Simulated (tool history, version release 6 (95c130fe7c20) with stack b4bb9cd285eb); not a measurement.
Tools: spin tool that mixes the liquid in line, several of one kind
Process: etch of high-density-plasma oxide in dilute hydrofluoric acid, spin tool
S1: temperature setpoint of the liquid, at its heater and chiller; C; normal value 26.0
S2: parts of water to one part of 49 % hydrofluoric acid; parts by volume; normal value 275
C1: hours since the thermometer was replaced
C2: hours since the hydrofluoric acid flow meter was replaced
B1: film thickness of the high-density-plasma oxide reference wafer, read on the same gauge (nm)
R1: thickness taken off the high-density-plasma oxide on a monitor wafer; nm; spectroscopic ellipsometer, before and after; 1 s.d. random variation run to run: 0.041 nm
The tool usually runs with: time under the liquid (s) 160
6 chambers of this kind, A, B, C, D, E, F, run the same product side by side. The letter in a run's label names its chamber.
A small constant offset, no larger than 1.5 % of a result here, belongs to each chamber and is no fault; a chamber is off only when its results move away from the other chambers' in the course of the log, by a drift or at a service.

run 1B hour=8.9 | S1=26.0 S2=275 time_under_the_liquid_(s)=160 | C1=544.3 C2=1480.8 | B1=30.004 | R1=4.8429
run 2E hour=13.4 | S1=26.0 S2=275 time_under_the_liquid_(s)=160 | C1=370.3 C2=102.3 | B1=30.002 | R1=4.9481
run 3D hour=17.6 | S1=26.0 S2=275 time_under_the_liquid_(s)=160 | C1=429.7 C2=155.7 | B1=29.997 | R1=4.8875
run 4C hour=23.7 | S1=26.0 S2=275 time_under_the_liquid_(s)=160 | C1=1751.2 C2=459.6 | B1=30.032 | R1=4.8967
run 5A hour=29.9 | S1=30.5 S2=150 time_under_the_liquid_(s)=160 | C1=2685.8 C2=646.8 | B1=29.980 | R1=11.8630
run 6F hour=34.4 | S1=30.5 S2=150 time_under_the_liquid_(s)=160 | C1=1329.0 C2=1446.5 | B1=30.032 | R1=12.0060
run 7B hour=38.7 | S1=30.5 S2=150 time_under_the_liquid_(s)=160 | C1=574.1 C2=1510.6 | B1=29.979 | R1=12.0770
run 8F hour=48.1 | S1=30.5 S2=150 time_under_the_liquid_(s)=160 | C1=1342.7 C2=1460.2 | B1=30.012 | R1=12.0040
run 9A hour=56.0 | S1=30.5 S2=150 time_under_the_liquid_(s)=160 | C1=2711.9 C2=672.9 | B1=30.005 | R1=12.1050
run 10E hour=65.3 | S1=30.5 S2=150 time_under_the_liquid_(s)=160 | C1=422.2 C2=154.2 | B1=30.013 | R1=12.2210
run 11D hour=71.1 | S1=26.0 S2=275 time_under_the_liquid_(s)=160 | C1=483.2 C2=209.2 | B1=30.002 | R1=4.9013
run 12C hour=77.0 | S1=26.0 S2=275 time_under_the_liquid_(s)=160 | C1=1804.5 C2=512.9 | B1=29.978 | R1=4.8485
run 13E hour=82.5 | S1=26.0 S2=205 time_under_the_liquid_(s)=160 | C1=439.4 C2=171.4 | B1=29.987 | R1=7.0537
run 14B hour=89.0 | S1=26.0 S2=205 time_under_the_liquid_(s)=160 | C1=624.4 C2=1560.9 | B1=29.992 | R1=7.0896
run 15A hour=97.6 | S1=26.0 S2=205 time_under_the_liquid_(s)=160 | C1=2753.5 C2=714.5 | B1=29.986 | R1=6.9170
run 16D hour=106.9 | S1=26.0 S2=205 time_under_the_liquid_(s)=160 | C1=519.0 C2=245.0 | B1=29.998 | R1=7.2376
run 17C hour=111.7 | S1=26.0 S2=205 time_under_the_liquid_(s)=160 | C1=1839.2 C2=547.6 | B1=29.980 | R1=6.9532
run 18F hour=118.8 | S1=26.0 S2=205 time_under_the_liquid_(s)=160 | C1=1413.4 C2=1530.9 | B1=30.011 | R1=7.0531
-- hour=124.5 chamber A: thermometer replaced
run 19C hour=126.1 | S1=26.0 S2=275 time_under_the_liquid_(s)=160 | C1=1853.6 C2=562.0 | B1=30.017 | R1=4.8243
run 20B hour=134.4 | S1=26.0 S2=275 time_under_the_liquid_(s)=160 | C1=669.8 C2=1606.3 | B1=30.001 | R1=4.9076
run 21D hour=141.5 | S1=26.0 S2=275 time_under_the_liquid_(s)=160 | C1=553.6 C2=279.6 | B1=29.986 | R1=4.8722
run 22F hour=148.6 | S1=29.0 S2=275 time_under_the_liquid_(s)=195 | C1=1443.2 C2=1560.7 | B1=30.014 | R1=6.5754
run 23E hour=157.9 | S1=29.0 S2=275 time_under_the_liquid_(s)=195 | C1=514.8 C2=246.8 | B1=30.025 | R1=6.4777
-- hour=162.6 chamber C: thermometer replaced
run 24A hour=167.5 | S1=29.0 S2=275 time_under_the_liquid_(s)=195 | C1=43.1 C2=784.4 | B1=29.989 | R1=6.5231
run 25A hour=172.6 | S1=29.0 S2=275 time_under_the_liquid_(s)=195 | C1=48.2 C2=789.5 | B1=30.007 | R1=6.5137
run 26C hour=176.7 | S1=29.0 S2=275 time_under_the_liquid_(s)=195 | C1=14.2 C2=612.6 | B1=30.001 | R1=6.5985
-- hour=180.9 chamber B: thermometer replaced
run 27F hour=181.8 | S1=29.0 S2=275 time_under_the_liquid_(s)=195 | C1=1476.4 C2=1593.9 | B1=29.994 | R1=6.5220
run 28D hour=189.0 | S1=22.0 S2=275 time_under_the_liquid_(s)=85 | C1=601.1 C2=327.1 | B1=29.996 | R1=2.2565
run 29B hour=197.5 | S1=22.0 S2=275 time_under_the_liquid_(s)=85 | C1=16.6 C2=1669.4 | B1=30.004 | R1=2.2373
run 30E hour=204.5 | S1=22.0 S2=275 time_under_the_liquid_(s)=85 | C1=561.4 C2=293.4 | B1=30.001 | R1=2.1938
run 31A hour=209.3 | S1=22.0 S2=275 time_under_the_liquid_(s)=85 | C1=84.9 C2=826.2 | B1=30.035 | R1=2.2087
run 32B hour=216.5 | S1=22.0 S2=275 time_under_the_liquid_(s)=85 | C1=35.6 C2=1688.4 | B1=30.005 | R1=2.2387
run 33E hour=224.3 | S1=22.0 S2=275 time_under_the_liquid_(s)=85 | C1=581.2 C2=313.2 | B1=30.002 | R1=2.1991
run 34F hour=231.3 | S1=26.0 S2=275 time_under_the_liquid_(s)=160 | C1=1525.9 C2=1643.4 | B1=30.014 | R1=4.9608
run 35C hour=237.5 | S1=26.0 S2=275 time_under_the_liquid_(s)=160 | C1=75.0 C2=673.4 | B1=29.994 | R1=4.9236
run 36D hour=244.1 | S1=26.0 S2=275 time_under_the_liquid_(s)=160 | C1=656.2 C2=382.2 | B1=29.996 | R1=4.9473
run 37B hour=251.4 | S1=26.0 S2=275 time_under_the_liquid_(s)=160 | C1=70.5 C2=1723.3 | B1=30.023 | R1=4.7885
run 38A hour=258.7 | S1=26.0 S2=275 time_under_the_liquid_(s)=160 | C1=134.3 C2=875.6 | B1=30.001 | R1=4.8754
run 39C hour=265.1 | S1=26.0 S2=275 time_under_the_liquid_(s)=160 | C1=102.6 C2=701.0 | B1=30.005 | R1=4.9581
run 40E hour=274.6 | S1=26.0 S2=275 time_under_the_liquid_(s)=160 | C1=631.5 C2=363.5 | B1=30.002 | R1=4.7822
run 41D hour=281.9 | S1=26.0 S2=275 time_under_the_liquid_(s)=160 | C1=694.0 C2=420.0 | B1=30.001 | R1=4.9048
run 42F hour=286.5 | S1=26.0 S2=275 time_under_the_liquid_(s)=160 | C1=1581.1 C2=1698.6 | B1=29.975 | R1=4.9241
run 43F hour=296.0 | S1=26.0 S2=275 time_under_the_liquid_(s)=160 | C1=1590.6 C2=1708.1 | B1=29.995 | R1=4.8689
run 44C hour=301.3 | S1=26.0 S2=275 time_under_the_liquid_(s)=160 | C1=138.8 C2=737.2 | B1=30.017 | R1=4.8658

All 6 chambers run these settings next. Forecast each chamber's results:
run 45A hour=308.1 | S1=26.0 S2=275 time_under_the_liquid_(s)=160 | R1=?
run 45B hour=308.1 | S1=26.0 S2=275 time_under_the_liquid_(s)=160 | R1=?
run 45C hour=308.1 | S1=26.0 S2=275 time_under_the_liquid_(s)=160 | R1=?
run 45D hour=308.1 | S1=26.0 S2=275 time_under_the_liquid_(s)=160 | R1=?
run 45E hour=308.1 | S1=26.0 S2=275 time_under_the_liquid_(s)=160 | R1=?
run 45F hour=308.1 | S1=26.0 S2=275 time_under_the_liquid_(s)=160 | R1=?

run=45A R1=4.8679
run=45B R1=4.9335
run=45C R1=4.9417
run=45D R1=4.9116
run=45E R1=4.6361
run=45F R1=4.9273
